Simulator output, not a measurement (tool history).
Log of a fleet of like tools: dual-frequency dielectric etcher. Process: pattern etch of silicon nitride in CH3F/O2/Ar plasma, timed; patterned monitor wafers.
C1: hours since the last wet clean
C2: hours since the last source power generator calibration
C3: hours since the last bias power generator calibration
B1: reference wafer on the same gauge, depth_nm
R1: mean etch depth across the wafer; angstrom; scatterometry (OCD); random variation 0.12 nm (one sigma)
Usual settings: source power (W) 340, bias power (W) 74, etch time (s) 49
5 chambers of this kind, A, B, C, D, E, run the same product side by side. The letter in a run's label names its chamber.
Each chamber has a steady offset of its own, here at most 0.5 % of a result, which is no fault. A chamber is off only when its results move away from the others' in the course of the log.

Run 1A, hour 2.8: usual settings; C1 65.7; C2 2453.9; C3 2718.2; B1 33.391. Result: R1 325.25 angstrom.
Run 2B, hour 6.3: usual settings; C1 384.2; C2 2890.5; C3 2048.4; B1 33.441. Result: R1 325.77 angstrom.
Run 3E, hour 12.1: usual settings; C1 342.2; C2 2187.9; C3 175.5; B1 33.406. Result: R1 324.76 angstrom.
Run 4C, hour 17.6: usual settings; C1 338.1; C2 3921; C3 479.9; B1 33.387. Result: R1 322.78 angstrom.
Run 5D, hour 22.5: usual settings; C1 296.7; C2 1752; C3 210.5; B1 33.436. Result: R1 326.81 angstrom.
Run 6D, hour 26.5: usual settings; C1 300.7; C2 1756; C3 214.5; B1 33.39. Result: R1 325.79 angstrom.
Run 7E, hour 29.5: usual settings; C1 359.6; C2 2205.3; C3 192.9; B1 33.404. Result: R1 323.21 angstrom.
Run 8A, hour 36: usual settings but source power (W) 390; C1 98.9; C2 2487.1; C3 2751.4; B1 33.436. Result: R1 342.95 angstrom.
Run 9C, hour 39.7: usual settings but source power (W) 390; C1 360.2; C2 3943.1; C3 502; B1 33.373. Result: R1 340.11 angstrom.
Run 10B, hour 44.5: usual settings but source power (W) 390; C1 422.4; C2 2928.7; C3 2086.6; B1 33.411. Result: R1 340.49 angstrom.
Run 11B, hour 49.2: usual settings but source power (W) 390; C1 427.1; C2 2933.4; C3 2091.3; B1 33.374. Result: R1 342.32 angstrom.
Run 12A, hour 53.8: usual settings but source power (W) 390; C1 116.7; C2 2504.9; C3 2769.2; B1 33.413. Result: R1 342.77 angstrom.
Run 13E, hour 60.1: usual settings; C1 390.2; C2 2235.9; C3 223.5; B1 33.397. Result: R1 326.21 angstrom.
Run 14D, hour 62.9: usual settings; C1 337.1; C2 1792.4; C3 250.9; B1 33.381. Result: R1 324.16 angstrom.
At hour 63.6: chamber E: wet clean of the chamber.
Run 15C, hour 66.9: usual settings; C1 387.4; C2 3970.3; C3 529.2; B1 33.395. Result: R1 324.49 angstrom.
Run 16A, hour 71.6: usual settings; C1 134.5; C2 2522.7; C3 2787; B1 33.377. Result: R1 326.74 angstrom.
Run 17C, hour 78.1: usual settings; C1 398.6; C2 3981.5; C3 540.4; B1 33.395. Result: R1 322.88 angstrom.
At hour 83.3: chamber B: wet clean of the chamber.
Run 18D, hour 84.4: usual settings; C1 358.6; C2 1813.9; C3 272.4; B1 33.403. Result: R1 326.44 angstrom.
Run 19E, hour 90.8: usual settings; C1 27.3; C2 2266.6; C3 254.2; B1 33.412. Result: R1 343.35 angstrom.
Run 20B, hour 97.1: usual settings; C1 13.8; C2 2981.3; C3 2139.2; B1 33.392. Result: R1 325.62 angstrom.
Run 21D, hour 100.7: usual settings but bias power (W) 84; C1 374.9; C2 1830.2; C3 288.7; B1 33.413. Result: R1 340.79 angstrom.
Run 22C, hour 104.5: usual settings but bias power (W) 84; C1 425; C2 4007.9; C3 566.8; B1 33.434. Result: R1 340.98 angstrom.
Run 23A, hour 110.6: usual settings but bias power (W) 84; C1 173.5; C2 2561.7; C3 2826; B1 33.411. Result: R1 339.73 angstrom.
Run 24E, hour 116: usual settings but bias power (W) 84; C1 52.5; C2 2291.8; C3 279.4; B1 33.394. Result: R1 358.21 angstrom.
At hour 117.2: chamber B: bias power generator calibrated.
Run 25B, hour 119: usual settings but bias power (W) 84; C1 35.7; C2 3003.2; C3 1.9; B1 33.412. Result: R1 339.5 angstrom.
Run 26C, hour 122.9: usual settings; C1 443.4; C2 4026.3; C3 585.2; B1 33.374. Result: R1 322.67 angstrom.
Run 27D, hour 126.9: usual settings; C1 401.1; C2 1856.4; C3 314.9; B1 33.407. Result: R1 325.95 angstrom.
Run 28B, hour 131.3: usual settings but bias power (W) 81, etch time (s) 38; C1 48; C2 3015.5; C3 14.2; B1 33.418. Result: R1 260.61 angstrom.
Run 29E, hour 136.4: usual settings but bias power (W) 81, etch time (s) 38; C1 72.9; C2 2312.2; C3 299.8; B1 33.425. Result: R1 272.08 angstrom.
Run 30A, hour 140.8: usual settings but bias power (W) 81, etch time (s) 38; C1 203.7; C2 2591.9; C3 2856.2; B1 33.401. Result: R1 260.81 angstrom.
Run 31A, hour 146.1: usual settings but bias power (W) 81, etch time (s) 38; C1 209; C2 2597.2; C3 2861.5; B1 33.395. Result: R1 262.19 angstrom.
Run 32D, hour 151.6: usual settings but bias power (W) 81, etch time (s) 38; C1 425.8; C2 1881.1; C3 339.6; B1 33.408. Result: R1 261.7 angstrom.
Run 33C, hour 154.6: usual settings but bias power (W) 61; C1 475.1; C2 4058; C3 616.9; B1 33.434. Result: R1 301.42 angstrom.
Run 34B, hour 160.9: usual settings but bias power (W) 61; C1 77.6; C2 3045.1; C3 43.8; B1 33.394. Result: R1 304.85 angstrom.
Run 35E, hour 167.3: usual settings but bias power (W) 61; C1 103.8; C2 2343.1; C3 330.7; B1 33.409. Result: R1 317.75 angstrom.
Run 36C, hour 170.6: usual settings but bias power (W) 61; C1 491.1; C2 4074; C3 632.9; B1 33.358. Result: R1 301.12 angstrom.
Run 37B, hour 173.9: usual settings but bias power (W) 61; C1 90.6; C2 3058.1; C3 56.8; B1 33.393. Result: R1 305.92 angstrom.
Run 38A, hour 179.2: usual settings; C1 242.1; C2 2630.3; C3 2894.6; B1 33.386. Result: R1 327.68 angstrom.
Run 39E, hour 182.6: usual settings; C1 119.1; C2 2358.4; C3 346; B1 33.394. Result: R1 340.59 angstrom.
Run 40D, hour 185.8: usual settings; C1 460; C2 1915.3; C3 373.8; B1 33.418. Result: R1 325.77 angstrom.
Run 41E, hour 191.1: usual settings but source power (W) 270; C1 127.6; C2 2366.9; C3 354.5; B1 33.395. Result: R1 313.15 angstrom.
Run 42D, hour 194: usual settings but source power (W) 270; C1 468.2; C2 1923.5; C3 382; B1 33.422. Result: R1 300.35 angstrom.

Next, every chamber runs the same settings. What will each give?
Run 43A, hour 198.6: usual settings. Result: R1 ?.
Run 43B, hour 198.6: usual settings. Result: R1 ?.
Run 43C, hour 198.6: usual settings. Result: R1 ?.
Run 43D, hour 198.6: usual settings. Result: R1 ?.
Run 43E, hour 198.6: usual settings. Result: R1 ?.

run      R1
43A  326.05
43B  324.91
43C   325.8
43D  325.64
43E  340.72

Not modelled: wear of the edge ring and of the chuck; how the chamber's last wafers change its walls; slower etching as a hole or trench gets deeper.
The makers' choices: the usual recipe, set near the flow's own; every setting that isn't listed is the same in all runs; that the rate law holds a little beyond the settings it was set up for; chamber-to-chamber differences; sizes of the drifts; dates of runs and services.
